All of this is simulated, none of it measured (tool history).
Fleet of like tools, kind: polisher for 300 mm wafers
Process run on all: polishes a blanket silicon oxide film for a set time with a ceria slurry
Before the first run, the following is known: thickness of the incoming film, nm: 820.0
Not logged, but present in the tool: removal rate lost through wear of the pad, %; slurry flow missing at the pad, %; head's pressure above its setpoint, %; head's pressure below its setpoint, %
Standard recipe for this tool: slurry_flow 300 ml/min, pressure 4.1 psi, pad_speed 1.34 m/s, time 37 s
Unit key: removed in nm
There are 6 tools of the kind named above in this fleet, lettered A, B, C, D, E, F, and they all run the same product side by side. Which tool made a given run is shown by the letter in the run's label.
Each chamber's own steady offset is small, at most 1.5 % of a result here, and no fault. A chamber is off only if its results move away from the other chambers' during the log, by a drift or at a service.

run	hour	slurry_flow	pressure	pad_speed	time	wafers polished on this pad	hours since the slurry nozzle was cleaned	hours since the head pressure was calibrated	removed
1B	4.8	300	4.1	1.34	37	414	529.0	128.1	250.44
# hour 5.0: chamber A: worn pad replaced by a new one
2D	12.8	300	4.1	1.34	37	285	64.0	562.7	252.56
3C	20.2	300	4.1	1.34	37	548	287.3	225.2	250.26
4F	26.3	300	4.1	1.34	37	677	29.1	553.5	250.07
5E	31.8	300	4.1	1.34	37	1225	588.8	1295.5	249.35
# hour 34.6: chamber B: worn pad replaced by a new one
# hour 37.2: chamber F: worn pad replaced by a new one
6A	37.8	300	5.1	1.34	49	454	43.0	361.0	417.47
7A	44.3	300	5.1	1.34	49	544	49.5	367.5	416.47
# hour 48.0: chamber B: slurry nozzle cleaned
8C	51.4	300	5.1	1.34	49	979	318.5	256.4	415.05
# hour 54.6: chamber C: worn pad replaced by a new one
9F	58.3	300	5.1	1.34	49	292	61.1	585.5	407.41
10E	63.8	300	5.1	1.34	49	1667	620.8	1327.5	420.53
11D	69.4	300	5.1	1.34	49	1067	120.6	619.3	421.59
# hour 77.1: chamber A: worn pad replaced by a new one
12B	77.2	300	4.6	1.34	43	589	29.2	200.5	327.03
# hour 80.6: chamber D: worn pad replaced by a new one
13F	82.7	300	4.6	1.34	43	629	85.5	609.9	326.35
14A	90.5	300	4.6	1.34	43	186	95.7	413.7	333.64
# hour 91.6: chamber E: slurry nozzle cleaned
15E	95.8	300	4.6	1.34	43	2109	4.2	1359.5	318.56
# hour 97.4: chamber B: worn pad replaced by a new one
# hour 97.8: chamber E: head pressure recalibrated
# hour 98.3: chamber F: head pressure recalibrated
# hour 104.0: chamber F: worn pad replaced by a new one
16D	104.9	300	4.6	1.34	43	336	156.1	654.8	332.85
17C	111.7	300	4.6	1.34	43	790	378.8	316.7	329.66
18B	117.7	300	4.1	1.34	37	280	69.7	241.0	248.52
19A	124.7	215	4.1	1.34	30	658	129.9	447.9	198.55
20D	129.5	215	4.1	1.34	30	676	180.7	679.4	195.54
21F	134.4	215	4.1	1.34	30	421	137.2	36.2	197.55
# hour 137.0: chamber C: worn pad replaced by a new one
22E	139.1	215	4.1	1.34	30	2708	47.5	41.4	187.40
23B	144.0	215	4.1	1.34	30	644	96.0	267.3	197.47
24C	152.7	215	4.1	1.34	30	216	419.8	357.7	199.58
25B	157.9	300	4.1	1.34	37	836	109.9	281.2	250.03
# hour 164.1: chamber B: worn pad replaced by a new one
26A	167.0	300	4.1	1.34	37	1243	172.2	490.2	252.09
# hour 173.5: chamber A: worn pad replaced by a new one
27C	173.6	300	4.1	1.34	37	505	440.7	378.6	254.04
# hour 177.0: chamber F: worn pad replaced by a new one
28F	179.9	300	4.1	1.34	37	40	182.7	81.7	245.52
29D	189.0	300	4.1	1.34	37	1498	240.2	738.9	254.23
# hour 192.8: chamber D: worn pad replaced by a new one
30E	197.9	300	4.1	1.34	37	3520	106.3	100.2	233.91
31F	206.0	300	4.1	1.34	37	401	208.8	107.8	249.07
32B	211.8	300	4.1	1.34	37	659	163.8	335.1	255.68
33A	216.9	300	4.1	1.34	37	600	222.1	540.1	254.67
# hour 220.1: chamber B: head pressure recalibrated
# hour 221.1: chamber B: worn pad replaced by a new one
34E	222.4	300	4.1	1.34	37	3859	130.8	124.7	235.14
# hour 229.5: chamber C: worn pad replaced by a new one
35D	229.7	300	4.1	1.34	37	510	280.9	779.6	253.98
36C	239.0	300	4.1	1.34	37	131	506.1	444.0	255.24
# hour 240.1: chamber F: worn pad replaced by a new one
37C	248.1	300	4.1	1.34	37	257	515.2	453.1	248.29
38E	256.1	300	4.1	1.34	37	4325	164.5	158.4	227.78
39D	263.1	300	4.1	1.34	37	972	314.3	813.0	250.87
# hour 265.8: chamber A: worn pad replaced by a new one
# hour 266.0: chamber F: slurry nozzle cleaned
40A	269.3	300	4.1	1.34	37	48	274.5	592.5	247.37
41F	277.9	300	4.1	1.34	37	523	12.0	179.7	259.77
42B	282.8	300	4.1	1.34	37	853	234.8	62.7	250.79
43D	287.8	300	4.1	1.34	37	1313	339.0	837.7	256.09
44C	294.7	300	4.1	1.34	37	901	561.8	499.7	254.95

Next, all 6 chambers run the settings below, one line each with question marks for the results. What does each chamber give?
45A	301.7	300	4.1	1.34	37				?
45B	301.7	300	4.1	1.34	37				?
45C	301.7	300	4.1	1.34	37				?
45D	301.7	300	4.1	1.34	37				?
45E	301.7	300	4.1	1.34	37				?
45F	301.7	300	4.1	1.34	37				?

run	removed
45A	250.97
45B	254.77
45C	247.16
45D	245.27
45E	223.66
45F	256.34

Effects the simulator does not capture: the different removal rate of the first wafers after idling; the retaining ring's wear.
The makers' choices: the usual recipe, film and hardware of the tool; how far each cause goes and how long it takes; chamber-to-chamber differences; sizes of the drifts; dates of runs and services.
